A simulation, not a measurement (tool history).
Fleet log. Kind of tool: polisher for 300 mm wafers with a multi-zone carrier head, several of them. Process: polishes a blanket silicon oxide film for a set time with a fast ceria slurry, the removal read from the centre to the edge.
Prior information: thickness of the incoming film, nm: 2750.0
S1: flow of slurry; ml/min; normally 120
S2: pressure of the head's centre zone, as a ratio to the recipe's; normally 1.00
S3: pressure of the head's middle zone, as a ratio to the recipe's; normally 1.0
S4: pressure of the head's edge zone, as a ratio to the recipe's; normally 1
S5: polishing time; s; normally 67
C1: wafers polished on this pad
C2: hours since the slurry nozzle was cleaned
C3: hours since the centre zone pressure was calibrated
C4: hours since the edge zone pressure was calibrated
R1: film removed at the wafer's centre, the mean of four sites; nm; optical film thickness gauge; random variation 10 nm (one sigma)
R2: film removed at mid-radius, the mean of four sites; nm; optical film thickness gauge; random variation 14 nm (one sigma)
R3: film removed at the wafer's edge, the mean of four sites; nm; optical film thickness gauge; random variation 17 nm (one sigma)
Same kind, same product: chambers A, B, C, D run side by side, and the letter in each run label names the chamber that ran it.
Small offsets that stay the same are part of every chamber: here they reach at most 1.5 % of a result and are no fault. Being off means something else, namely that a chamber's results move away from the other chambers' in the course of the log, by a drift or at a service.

| run | hour | S1 | S2 | S3 | S4 | S5 | C1 | C2 | C3 | C4 | R1 | R2 | R3 |
|---|---|---|---|---|---|---|---|---|---|---|---|---|---|
|  | 2.5 | chamber B: worn pad replaced by a new one |
| 1D | 10.1 | 120 | 1.00 | 1.0 | 1 | 67 | 395 | 712.7 | 738.6 | 288.9 | 1143.10 | 1146.3 | 1144.4 |
| 2A | 16.1 | 120 | 1.00 | 1.0 | 1 | 67 | 618 | 147.1 | 181.4 | 83.5 | 1115.20 | 1118.1 | 1146.6 |
|  | 19.2 | chamber C: worn pad replaced by a new one |
| 3B | 22.9 | 120 | 1.00 | 1.0 | 1 | 67 | 290 | 121.1 | 552.0 | 347.4 | 1132.80 | 1128.6 | 1132.4 |
|  | 25.5 | chamber B: edge zone pressure recalibrated |
|  | 29.3 | chamber C: slurry nozzle cleaned |
| 4C | 31.8 | 120 | 1.00 | 1.0 | 1 | 67 | 179 | 2.5 | 224.5 | 115.8 | 1123.90 | 1117.1 | 1132.0 |
| 5B | 38.8 | 120 | 1.00 | 1.0 | 1 | 67 | 515 | 137.0 | 567.9 | 13.3 | 1136.10 | 1118.1 | 1121.0 |
| 6C | 46.7 | 120 | 1.00 | 1.0 | 1 | 67 | 391 | 17.4 | 239.4 | 130.7 | 1127.90 | 1143.1 | 1116.0 |
| 7D | 54.7 | 120 | 1.00 | 1.0 | 1 | 67 | 1028 | 757.3 | 783.2 | 333.5 | 1116.50 | 1123.1 | 1112.5 |
| 8A | 59.8 | 120 | 1.00 | 1.0 | 1 | 67 | 1238 | 190.8 | 225.1 | 127.2 | 1122.90 | 1136.2 | 1119.3 |
|  | 65.9 | chamber D: worn pad replaced by a new one |
| 9B | 68.4 | 120 | 1.00 | 1.0 | 1 | 67 | 935 | 166.6 | 597.5 | 42.9 | 1118.20 | 1141.1 | 1130.2 |
|  | 71.1 | chamber A: worn pad replaced by a new one |
|  | 72.4 | chamber B: worn pad replaced by a new one |
| 10C | 76.6 | 120 | 1.00 | 1.0 | 1 | 67 | 815 | 47.3 | 269.3 | 160.6 | 1113.00 | 1124.2 | 1132.6 |
|  | 76.8 | chamber D: slurry nozzle cleaned |
| 11D | 87.1 | 120 | 1.00 | 1.0 | 1 | 67 | 301 | 10.3 | 815.6 | 365.9 | 1128.90 | 1127.8 | 1091.9 |
| 12A | 95.7 | 120 | 1.00 | 1.0 | 1 | 67 | 350 | 226.7 | 261.0 | 163.1 | 1104.00 | 1132.5 | 1110.1 |
|  | 101.2 | chamber C: worn pad replaced by a new one |
| 13A | 101.5 | 120 | 1.00 | 1.0 | 1 | 67 | 432 | 232.5 | 266.8 | 168.9 | 1124.80 | 1133.4 | 1147.0 |
| 14B | 107.1 | 120 | 1.08 | 1.0 | 1 | 89 | 492 | 205.3 | 636.2 | 81.6 | 1627.90 | 1539.1 | 1483.8 |
|  | 114.1 | chamber A: slurry nozzle cleaned |
| 15C | 115.1 | 120 | 1.08 | 1.0 | 1 | 89 | 198 | 85.8 | 307.8 | 199.1 | 1624.50 | 1511.8 | 1501.9 |
| 16D | 120.3 | 120 | 1.08 | 1.0 | 1 | 89 | 772 | 43.5 | 848.8 | 399.1 | 1608.00 | 1511.6 | 1478.8 |
| 17D | 129.5 | 120 | 1.08 | 1.0 | 1 | 89 | 903 | 52.7 | 858.0 | 408.3 | 1621.20 | 1509.4 | 1493.0 |
|  | 134.8 | chamber B: worn pad replaced by a new one |
| 18B | 138.8 | 120 | 1.00 | 1.0 | 1 | 67 | 57 | 237.0 | 667.9 | 113.3 | 1115.70 | 1123.9 | 1118.8 |
|  | 139.4 | chamber A: centre zone pressure recalibrated |
| 19C | 148.9 | 155 | 1.00 | 0.9 | 1 | 67 | 678 | 119.6 | 341.6 | 232.9 | 1187.60 | 1050.4 | 1202.8 |
|  | 151.6 | chamber D: worn pad replaced by a new one |
| 20A | 157.6 | 155 | 1.00 | 0.9 | 1 | 67 | 1228 | 43.5 | 18.2 | 225.0 | 1245.00 | 1074.0 | 1139.5 |
| 21C | 164.8 | 155 | 1.00 | 0.9 | 1 | 67 | 903 | 135.5 | 357.5 | 248.8 | 1183.60 | 1078.4 | 1161.8 |
|  | 167.6 | chamber A: worn pad replaced by a new one |
| 22B | 174.2 | 155 | 1.00 | 0.9 | 1 | 67 | 559 | 272.4 | 703.3 | 148.7 | 1199.60 | 1111.7 | 1149.1 |
|  | 181.3 | chamber C: worn pad replaced by a new one |
| 23D | 184.6 | 120 | 1.00 | 1.0 | 1 | 67 | 468 | 107.8 | 913.1 | 463.4 | 1137.30 | 1145.2 | 1141.7 |
| 24A | 193.2 | 120 | 1.00 | 1.0 | 1 | 67 | 363 | 79.1 | 53.8 | 260.6 | 1169.80 | 1110.9 | 1135.8 |
| 25D | 197.9 | 120 | 1.00 | 1.0 | 1 | 67 | 657 | 121.1 | 926.4 | 476.7 | 1134.50 | 1128.4 | 1157.7 |
| 26C | 205.3 | 120 | 1.00 | 1.0 | 1 | 67 | 341 | 176.0 | 398.0 | 289.3 | 1104.30 | 1132.2 | 1134.7 |
|  | 206.4 | chamber B: worn pad replaced by a new one |
| 27A | 211.1 | 120 | 1.00 | 1.0 | 1 | 67 | 617 | 97.0 | 71.7 | 278.5 | 1175.10 | 1154.6 | 1103.9 |
| 28B | 220.9 | 120 | 1.00 | 1.0 | 1 | 67 | 206 | 319.1 | 750.0 | 195.4 | 1132.70 | 1126.5 | 1149.4 |
| 29C | 231.2 | 120 | 1.00 | 1.0 | 1 | 67 | 708 | 201.9 | 423.9 | 315.2 | 1102.70 | 1131.3 | 1126.9 |
| 30A | 237.5 | 120 | 1.00 | 1.0 | 1 | 67 | 992 | 123.4 | 98.1 | 304.9 | 1173.30 | 1127.3 | 1140.4 |
| 31B | 244.2 | 120 | 1.00 | 1.0 | 1 | 67 | 536 | 342.4 | 773.3 | 218.7 | 1153.50 | 1140.6 | 1127.7 |
| 32D | 251.5 | 120 | 1.00 | 1.0 | 1 | 67 | 1417 | 174.7 | 980.0 | 530.3 | 1120.90 | 1125.8 | 1122.6 |
|  | 259.2 | chamber D: worn pad replaced by a new one |
|  | 259.7 | chamber C: worn pad replaced by a new one |
| 33A | 260.3 | 120 | 1.00 | 1.0 | 1 | 67 | 1315 | 146.2 | 120.9 | 327.7 | 1182.10 | 1135.4 | 1135.2 |
| 34C | 268.4 | 120 | 1.00 | 1.0 | 1 | 67 | 123 | 239.1 | 461.1 | 352.4 | 1133.30 | 1139.6 | 1112.6 |
|  | 275.2 | chamber B: worn pad replaced by a new one |
| 35D | 277.0 | 120 | 0.89 | 1.0 | 1 | 67 | 252 | 200.2 | 1005.5 | 555.8 | 983.61 | 1154.4 | 1136.8 |
|  | 279.0 | chamber D: centre zone pressure recalibrated |
|  | 282.5 | chamber A: worn pad replaced by a new one |
| 36B | 284.3 | 120 | 0.89 | 1.0 | 1 | 67 | 129 | 382.5 | 813.4 | 258.8 | 1018.90 | 1144.9 | 1161.1 |
| 37B | 292.6 | 120 | 0.89 | 1.0 | 1 | 67 | 247 | 390.8 | 821.7 | 267.1 | 999.36 | 1142.7 | 1124.5 |
| 38D | 301.7 | 120 | 0.89 | 1.0 | 1 | 67 | 603 | 224.9 | 22.8 | 580.5 | 994.55 | 1137.1 | 1116.7 |
| 39A | 308.8 | 120 | 1.00 | 1.0 | 1 | 67 | 374 | 194.7 | 169.4 | 376.2 | 1177.40 | 1132.0 | 1141.3 |

What goes on in this fleet: one chamber off, a drifting gauge, or nothing beyond the chambers' own small offsets? Name the chamber and the cause, if any.

Chamber A has stood off from the others ever since a service on it.
Likeliest cause: centre zone's pressure above its setpoint, % = 4.59.

Below are 4 candidate recipes for chamber A's next run, each the usual settings with a change, their results shown as question marks. Which of them brings A's results back in line with what the other chambers give on the usual settings?
A result is in line if it is within this distance of the other chambers' mean on the usual settings: R1 36.00 nm; R2 50.0 nm; R3 58.0 nm
| 40A-1 | 316.7 | 125 | 1.04 | 0.99 | 0.99 | 67 |  |  |  |  | ? | ? | ? |
| 40A-2 | 316.7 | 125 | 1.08 | 0.98 | 0.97 | 67 |  |  |  |  | ? | ? | ? |
| 40A-3 | 316.7 | 115 | 0.92 | 1.02 | 1.03 | 67 |  |  |  |  | ? | ? | ? |
| 40A-4 | 316.7 | 115 | 0.96 | 1.01 | 1.01 | 67 |  |  |  |  | ? | ? | ? |

The mean the other chambers reach with the usual settings: R1 1125.10 nm; R2 1133.0 nm; R3 1128.0 nm
| run | R1 | R2 | R3 |
|---|---|---|---|
| 40A-1 | 1246.80 | 1140.2 | 1119.3 |
| 40A-2 | 1298.10 | 1129.4 | 1107.8 |
| 40A-3 | 1068.30 | 1149.4 | 1126.3 |
| 40A-4 | 1118.50 | 1138.8 | 1115.0 |
40A-4 is the one that brings the chamber's results back in line with the other chambers.
